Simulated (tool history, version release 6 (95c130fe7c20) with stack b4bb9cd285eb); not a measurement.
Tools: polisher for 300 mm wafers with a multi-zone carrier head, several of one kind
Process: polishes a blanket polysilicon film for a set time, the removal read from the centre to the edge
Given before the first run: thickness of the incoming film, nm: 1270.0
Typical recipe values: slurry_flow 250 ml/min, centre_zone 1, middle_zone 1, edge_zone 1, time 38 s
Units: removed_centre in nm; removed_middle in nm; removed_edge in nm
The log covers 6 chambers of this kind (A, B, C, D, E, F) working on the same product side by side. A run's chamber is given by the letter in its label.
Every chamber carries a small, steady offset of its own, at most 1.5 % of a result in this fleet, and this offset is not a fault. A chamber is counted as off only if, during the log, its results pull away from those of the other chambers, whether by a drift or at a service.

run	hour	slurry_flow	centre_zone	middle_zone	edge_zone	time	removed_centre	removed_middle	removed_edge
1F	6.3	250	1	1	1	38	381.72	401.71	399.75
# hour 10.6: chamber E: worn pad replaced by a new one
2B	17	250	1	1	1	38	386.1	396.94	390.99
3D	24.9	250	1	1	1	38	396.82	389.24	403.53
4C	35.7	250	1	1	1	38	399.21	392.95	391.85
5E	45	250	1	1	1	38	388.52	401.97	379.71
# hour 45.9: chamber D: worn pad replaced by a new one
6A	51.4	250	1	1	1	38	390.5	388.18	389.24
7A	57.4	250	1	1	1	38	384.85	387.71	387.71
# hour 59.1: chamber B: edge zone pressure recalibrated
# hour 61.2: chamber B: worn pad replaced by a new one
8F	62.9	250	1	1	1	38	394.93	390.98	395.98
9B	69.3	250	1	1	1	38	391.19	392.27	389.02
# hour 78: chamber F: worn pad replaced by a new one
10E	79.7	250	1	1	1	38	398.01	391.11	381.4
# hour 86.5: chamber A: slurry nozzle cleaned
11C	87.9	250	1	1	1	38	390.52	387.5	398.85
12D	95.2	250	1	1	1	38	394.13	392.31	397.62
13C	104.3	250	1	1	1	38	386.03	390.21	403.8
14D	113.3	250	1	1	1	38	404.8	389.34	393.42
15B	119.8	250	1	1	1	38	398.62	400.74	396
# hour 126.5: chamber E: slurry nozzle cleaned
16E	128.3	250	1	1	1	38	390.42	392.6	381.47
# hour 129.7: chamber E: worn pad replaced by a new one
17F	133.9	250	1	1	1	38	394.6	391.14	389.23
# hour 143.7: chamber B: worn pad replaced by a new one
18A	144.3	250	1	1	1	38	376.63	375.11	367.44
# hour 145.7: chamber C: worn pad replaced by a new one
# hour 149.8: chamber B: centre zone pressure recalibrated
# hour 150.8: chamber A: edge zone pressure recalibrated
19A	153.6	250	1	1	1	38	369.19	373.93	370.28
20D	161.5	250	1	1	1	38	392.11	388.25	391.79
21E	168.6	250	1	1	1	38	393.54	396.22	386.82
22C	174.8	170	1	1	1.11	38	372.36	367.51	391.71
23F	180.1	170	1	1	1.11	38	370.72	374.74	406.44
24B	188.9	170	1	1	1.11	38	366.24	371.28	406.17
# hour 192.4: chamber F: worn pad replaced by a new one
# hour 192.8: chamber F: edge zone pressure recalibrated
25A	199.8	170	1	1	1.11	38	348.84	349.92	371.3
26B	205	170	1	1	1.11	38	362.23	374.47	392.77
# hour 206.4: chamber C: centre zone pressure recalibrated
27E	210.4	170	1	1	1.11	38	368.54	381.69	385.82
# hour 215.2: chamber B: worn pad replaced by a new one
28F	218.6	250	1	1	1	38	386.2	386.64	402.96
29C	227.7	250	1	1	1	38	394.35	391.53	392.86
# hour 233.7: chamber D: worn pad replaced by a new one
30D	233.8	250	1	1	1	38	402.04	389.96	396.05
31B	238.9	250	1	1	1	38	385.73	392.57	395.54
# hour 248.9: chamber E: worn pad replaced by a new one
32D	249.3	250	1	1	1	38	391.87	394.79	402.91
33A	257.7	250	1	1	1	38	357.74	359.28	353.97
34F	268	250	1	1	1	38	382.67	384.34	387.36
35C	275.5	250	1	1	1	38	404.16	395.72	398.94
# hour 276.5: chamber F: slurry nozzle cleaned
36E	281.9	250	1	1	1	38	398.08	393.55	394.86
37A	287.4	250	1	1	1	38	356.9	359.57	347.08
# hour 295.5: chamber B: worn pad replaced by a new one
38E	297.2	250	1	1	1	38	394.04	390.17	395.05
39B	307	315	1	1	1	38	397.69	401.47	386.87
# hour 308: chamber F: worn pad replaced by a new one
40C	312.9	315	1	1	1	38	390.18	395	400.01
41D	320.9	315	1	1	1	38	398.78	409.76	414.3
42F	328.2	315	1	1	1	38	400.03	398.66	391.9
43A	336.1	315	1	1	1	38	349.87	358.43	345.05

Each of the 6 chambers runs these same settings next. Fill in every chamber's results:
44A	344.1	250	1	1	1	48	?	?	?
44B	344.1	250	1	1	1	48	?	?	?
44C	344.1	250	1	1	1	48	?	?	?
44D	344.1	250	1	1	1	48	?	?	?
44E	344.1	250	1	1	1	48	?	?	?
44F	344.1	250	1	1	1	48	?	?	?

run	removed_centre	removed_middle	removed_edge
44A	433.53	434.98	431.82
44B	480.61	490.6	502
44C	497.39	479.29	489.88
44D	498.11	496.76	501.53
44E	497.7	501.31	490.27
44F	493.31	505.25	490.1

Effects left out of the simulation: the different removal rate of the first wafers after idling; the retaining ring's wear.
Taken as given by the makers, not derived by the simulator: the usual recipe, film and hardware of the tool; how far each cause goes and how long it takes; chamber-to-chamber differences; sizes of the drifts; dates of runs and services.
